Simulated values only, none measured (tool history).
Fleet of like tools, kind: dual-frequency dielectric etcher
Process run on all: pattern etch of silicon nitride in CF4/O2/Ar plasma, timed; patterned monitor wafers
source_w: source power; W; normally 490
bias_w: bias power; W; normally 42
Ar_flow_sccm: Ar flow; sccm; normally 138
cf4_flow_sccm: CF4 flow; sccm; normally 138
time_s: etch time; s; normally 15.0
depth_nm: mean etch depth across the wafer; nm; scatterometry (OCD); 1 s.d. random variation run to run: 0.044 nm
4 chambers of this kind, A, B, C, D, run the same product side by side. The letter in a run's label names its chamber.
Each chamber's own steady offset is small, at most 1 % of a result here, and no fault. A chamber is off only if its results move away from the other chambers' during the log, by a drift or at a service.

run	hour	source_w	bias_w	Ar_flow_sccm	cf4_flow_sccm	time_s	read-back reference wafer on the same gauge, depth_nm	depth_nm
1C	3.6	490	42	138	138	15.0	26.007	26.212
2D	9.6	490	42	138	138	15.0	26.008	26.244
3A	15.8	490	42	138	138	15.0	26.017	26.571
4B	21.1	490	42	138	138	15.0	26.024	26.599
5A	25.6	490	42	138	138	15.0	26.037	26.516
6D	30.1	490	42	138	138	15.0	26.026	26.246
7B	33.6	490	42	138	138	15.0	26.036	26.548
8C	38.6	490	42	138	138	15.0	26.037	26.299
9D	44.1	490	42	138	138	15.0	26.040	26.330
10B	50.2	490	42	138	138	15.0	26.050	26.600
11C	56.2	580	42	138	110	15.0	26.052	29.433
12A	62.5	580	42	138	110	15.0	26.058	30.049
13D	69.3	580	42	138	110	15.0	26.082	29.431
# hour 73.9: chamber A: source power generator calibrated
14C	75.5	580	42	138	110	15.0	26.078	29.524
# hour 78.4: chamber D: bias power generator calibrated
15A	81.2	490	42	138	138	15.0	26.088	26.712
16B	84.2	440	39	138	138	15.0	26.101	23.605
17C	90.8	440	39	138	138	15.0	26.104	23.402
18A	96.7	440	39	138	138	15.0	26.111	23.611
19D	100.9	440	39	138	138	15.0	26.113	23.333
20B	107.3	490	42	138	138	15.0	26.116	26.565
21D	113.4	490	42	138	138	15.0	26.109	26.241
22B	118.4	490	42	138	138	15.0	26.135	26.602
23C	121.7	490	42	138	138	15.0	26.137	26.339
24A	128.1	490	42	138	138	15.0	26.133	26.696
25A	131.7	490	42	138	138	15.0	26.136	26.750
26B	137.5	490	42	138	138	15.0	26.136	26.663
27C	142.2	490	42	138	138	15.0	26.158	26.486
28D	147.6	490	36	138	138	12.0	26.163	19.992
# hour 150.0: chamber B: source power generator calibrated
29B	154.0	490	36	138	138	12.0	26.154	20.219
30A	159.4	490	36	138	138	12.0	26.171	20.258
31D	162.6	490	36	138	138	12.0	26.170	19.961

Read the log: is a single chamber off, either drifting away or since a service, is the gauge that measures every chamber drifting, or is nothing wrong beyond small per-chamber offsets? Name any odd chamber and what most likely caused it.

Gauge drift. The chambers move together only on paper, and none stands off.
Likeliest cause: gauge reads high (%) = 0.687.

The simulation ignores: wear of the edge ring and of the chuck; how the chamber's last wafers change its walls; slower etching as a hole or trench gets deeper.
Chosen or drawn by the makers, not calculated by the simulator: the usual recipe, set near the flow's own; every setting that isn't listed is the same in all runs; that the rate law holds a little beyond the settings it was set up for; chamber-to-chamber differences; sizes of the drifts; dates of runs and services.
